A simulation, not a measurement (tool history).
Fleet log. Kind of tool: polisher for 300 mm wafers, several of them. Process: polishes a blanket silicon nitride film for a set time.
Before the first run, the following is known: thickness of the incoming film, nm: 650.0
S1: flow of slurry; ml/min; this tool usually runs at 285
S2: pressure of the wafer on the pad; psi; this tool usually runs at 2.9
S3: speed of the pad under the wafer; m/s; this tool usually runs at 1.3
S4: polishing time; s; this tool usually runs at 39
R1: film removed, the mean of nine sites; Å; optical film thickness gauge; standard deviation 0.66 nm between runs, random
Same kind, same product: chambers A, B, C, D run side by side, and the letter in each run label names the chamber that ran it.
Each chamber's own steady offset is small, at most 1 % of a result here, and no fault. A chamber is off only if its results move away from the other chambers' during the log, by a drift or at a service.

Run 1C, hour 7.5: usual settings. Result: R1 748.56 Å.
Run 2A, hour 15.9: usual settings. Result: R1 757.24 Å.
Run 3B, hour 20.8: usual settings. Result: R1 737.37 Å.
Run 4D, hour 26.4: usual settings. Result: R1 746.87 Å.
Run 5A, hour 33.5: usual settings. Result: R1 747.43 Å.
Run 6D, hour 40: usual settings. Result: R1 747.35 Å.
At hour 41.7: chamber C: slurry nozzle cleaned.
Run 7C, hour 46.2: usual settings. Result: R1 753.48 Å.
At hour 48.9: chamber B: worn pad replaced by a new one.
Run 8B, hour 52.8: usual settings but S3 1.46 m/s, S4 43 s. Result: R1 919.42 Å.
At hour 56.8: chamber C: worn pad replaced by a new one.
Run 9D, hour 59.3: usual settings but S3 1.46 m/s, S4 43 s. Result: R1 900.27 Å.
At hour 63.5: chamber D: worn pad replaced by a new one.
Run 10B, hour 64: usual settings but S3 1.46 m/s, S4 43 s. Result: R1 881.99 Å.
Run 11C, hour 69: usual settings but S3 1.46 m/s, S4 43 s. Result: R1 898.07 Å.
Run 12A, hour 78.9: usual settings. Result: R1 753.56 Å.
At hour 85.2: chamber A: worn pad replaced by a new one.
Run 13B, hour 87.7: usual settings. Result: R1 746.66 Å.
Run 14D, hour 95.3: usual settings. Result: R1 755.1 Å.
At hour 102.5: chamber B: slurry nozzle cleaned.
Run 15C, hour 104.5: usual settings. Result: R1 740.77 Å.
Run 16A, hour 113.4: usual settings but S1 355 ml/min. Result: R1 760.94 Å.
At hour 115.4: chamber B: head pressure recalibrated.
Run 17B, hour 122.4: usual settings but S1 355 ml/min. Result: R1 671.46 Å.
Run 18A, hour 130.4: usual settings but S1 355 ml/min. Result: R1 757.56 Å.
At hour 135.9: chamber C: worn pad replaced by a new one.
Run 19D, hour 136.2: usual settings but S1 355 ml/min. Result: R1 766.12 Å.
Run 20C, hour 141.9: usual settings. Result: R1 738.18 Å.
Run 21C, hour 149.5: usual settings. Result: R1 754.84 Å.
Run 22A, hour 156.4: usual settings. Result: R1 750.98 Å.
Run 23B, hour 163: usual settings. Result: R1 658.66 Å.
At hour 167.5: chamber B: worn pad replaced by a new one.
Run 24D, hour 168.4: usual settings. Result: R1 740.47 Å.
Run 25C, hour 174.4: usual settings. Result: R1 751.58 Å.
Run 26B, hour 180.3: usual settings. Result: R1 669.2 Å.
At hour 182.4: chamber A: worn pad replaced by a new one.
Run 27A, hour 184.7: usual settings. Result: R1 742.34 Å.
At hour 193.3: chamber D: worn pad replaced by a new one.
Run 28D, hour 193.6: usual settings but S1 205 ml/min. Result: R1 721.18 Å.
Run 29A, hour 202.2: usual settings but S1 205 ml/min. Result: R1 729.62 Å.
Run 30B, hour 208.8: usual settings but S1 205 ml/min. Result: R1 629.44 Å.
At hour 214.4: chamber D: slurry nozzle cleaned.
At hour 214.8: chamber C: worn pad replaced by a new one.
Run 31C, hour 216.7: usual settings but S1 205 ml/min. Result: R1 714.53 Å.
Run 32D, hour 226.5: usual settings but S2 1.9 psi. Result: R1 488.45 Å.
Run 33D, hour 233.1: usual settings but S2 1.9 psi. Result: R1 496.56 Å.

The same settings go to every chamber for the next run, one line per chamber below. Forecast the results for each:
Run 34A, hour 240.3: usual settings but S2 2.4 psi. Result: R1 ?.
Run 34B, hour 240.3: usual settings but S2 2.4 psi. Result: R1 ?.
Run 34C, hour 240.3: usual settings but S2 2.4 psi. Result: R1 ?.
Run 34D, hour 240.3: usual settings but S2 2.4 psi. Result: R1 ?.

run      R1
34A  626.47
34B  540.12
34C  606.55
34D  625.47
